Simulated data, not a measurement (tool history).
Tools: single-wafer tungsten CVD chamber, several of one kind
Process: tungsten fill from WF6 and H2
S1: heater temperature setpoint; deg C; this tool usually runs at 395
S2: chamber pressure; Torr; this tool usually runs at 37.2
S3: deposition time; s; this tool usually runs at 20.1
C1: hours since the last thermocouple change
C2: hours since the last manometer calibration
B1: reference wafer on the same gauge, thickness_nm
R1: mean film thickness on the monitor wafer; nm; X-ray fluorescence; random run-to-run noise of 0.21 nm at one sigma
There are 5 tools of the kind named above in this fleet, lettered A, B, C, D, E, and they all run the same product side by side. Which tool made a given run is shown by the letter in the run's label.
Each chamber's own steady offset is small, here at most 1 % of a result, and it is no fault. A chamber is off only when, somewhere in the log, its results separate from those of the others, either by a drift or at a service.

Run 1A, hour 3.0: usual settings; C1 1921.2; C2 1128.2; B1 62.114. Result: R1 59.113 nm.
Run 2C, hour 5.9: usual settings; C1 346.3; C2 2055.2; B1 62.122. Result: R1 58.721 nm.
Run 3E, hour 9.1: usual settings; C1 1956.8; C2 731.2; B1 62.085. Result: R1 58.426 nm.
Run 4D, hour 14.3: usual settings; C1 688.0; C2 1132.2; B1 62.120. Result: R1 59.695 nm.
Run 5B, hour 19.6: usual settings; C1 1232.9; C2 1164.0; B1 62.132. Result: R1 58.503 nm.
Run 6E, hour 23.7: usual settings but S1 388 deg C; C1 1971.4; C2 745.8; B1 62.100. Result: R1 50.914 nm.
Run 7D, hour 28.3: usual settings but S1 388 deg C; C1 702.0; C2 1146.2; B1 62.125. Result: R1 52.227 nm.
Run 8B, hour 34.0: usual settings but S1 388 deg C; C1 1247.3; C2 1178.4; B1 62.041. Result: R1 51.423 nm.
Run 9A, hour 37.9: usual settings but S1 388 deg C; C1 1956.1; C2 1163.1; B1 62.082. Result: R1 51.462 nm.
Run 10C, hour 41.2: usual settings but S1 388 deg C; C1 381.6; C2 2090.5; B1 62.100. Result: R1 51.349 nm.
Run 11C, hour 47.0: usual settings; C1 387.4; C2 2096.3; B1 62.137. Result: R1 58.650 nm.
Run 12B, hour 52.2: usual settings; C1 1265.5; C2 1196.6; B1 62.125. Result: R1 58.803 nm.
Run 13A, hour 55.7: usual settings; C1 1973.9; C2 1180.9; B1 62.136. Result: R1 58.957 nm.
Run 14E, hour 59.5: usual settings but S1 407 deg C, S2 44.7 Torr; C1 2007.2; C2 781.6; B1 62.127. Result: R1 78.975 nm.
Run 15D, hour 63.1: usual settings but S1 407 deg C, S2 44.7 Torr; C1 736.8; C2 1181.0; B1 62.093. Result: R1 80.157 nm.
Run 16C, hour 66.5: usual settings but S1 407 deg C, S2 44.7 Torr; C1 406.9; C2 2115.8; B1 62.075. Result: R1 79.462 nm.
Run 17A, hour 71.6: usual settings but S1 407 deg C, S2 44.7 Torr; C1 1989.8; C2 1196.8; B1 62.076. Result: R1 79.622 nm.
Run 18E, hour 75.3: usual settings but S1 407 deg C, S2 44.7 Torr; C1 2023.0; C2 797.4; B1 62.060. Result: R1 79.458 nm.
Run 19D, hour 78.5: usual settings; C1 752.2; C2 1196.4; B1 62.186. Result: R1 59.215 nm.
Run 20B, hour 83.1: usual settings; C1 1296.4; C2 1227.5; B1 62.061. Result: R1 58.143 nm.
Run 21A, hour 86.9: usual settings but S2 42.1 Torr; C1 2005.1; C2 1212.1; B1 62.152. Result: R1 62.261 nm.
Run 22D, hour 91.1: usual settings but S2 42.1 Torr; C1 764.8; C2 1209.0; B1 62.029. Result: R1 62.924 nm.
Run 23E, hour 96.7: usual settings but S2 42.1 Torr; C1 2044.4; C2 818.8; B1 62.098. Result: R1 61.935 nm.
Run 24B, hour 101.7: usual settings but S2 42.1 Torr; C1 1315.0; C2 1246.1; B1 62.070. Result: R1 62.073 nm.
Run 25C, hour 105.3: usual settings but S2 42.1 Torr; C1 445.7; C2 2154.6; B1 62.147. Result: R1 62.362 nm.
Run 26A, hour 108.7: usual settings; C1 2026.9; C2 1233.9; B1 62.109. Result: R1 58.512 nm.
Run 27C, hour 113.2: usual settings; C1 453.6; C2 2162.5; B1 62.008. Result: R1 58.772 nm.
Run 28B, hour 117.6: usual settings but S1 400 deg C; C1 1330.9; C2 1262.0; B1 62.076. Result: R1 64.058 nm.
Run 29E, hour 122.8: usual settings but S1 400 deg C; C1 2070.5; C2 844.9; B1 62.072. Result: R1 64.046 nm.
Run 30D, hour 125.8: usual settings but S1 400 deg C; C1 799.5; C2 1243.7; B1 62.105. Result: R1 65.154 nm.
Run 31C, hour 129.9: usual settings but S1 400 deg C; C1 470.3; C2 2179.2; B1 62.112. Result: R1 64.487 nm.
Run 32A, hour 133.0: usual settings but S1 400 deg C; C1 2051.2; C2 1258.2; B1 62.087. Result: R1 64.784 nm.
Run 33E, hour 138.5: usual settings but S3 22.0 s; C1 2086.2; C2 860.6; B1 62.052. Result: R1 63.671 nm.
Run 34B, hour 141.8: usual settings but S3 22.0 s; C1 1355.1; C2 1286.2; B1 62.126. Result: R1 63.769 nm.
Run 35D, hour 147.0: usual settings but S3 22.0 s; C1 820.7; C2 1264.9; B1 62.122. Result: R1 64.909 nm.

Read the log: is a single chamber off, either drifting away or since a service, is the gauge that measures every chamber drifting, or is nothing wrong beyond small per-chamber offsets? Name any odd chamber and what most likely caused it.

No chamber stands off beyond its own small offset, and the gauge holds steady.

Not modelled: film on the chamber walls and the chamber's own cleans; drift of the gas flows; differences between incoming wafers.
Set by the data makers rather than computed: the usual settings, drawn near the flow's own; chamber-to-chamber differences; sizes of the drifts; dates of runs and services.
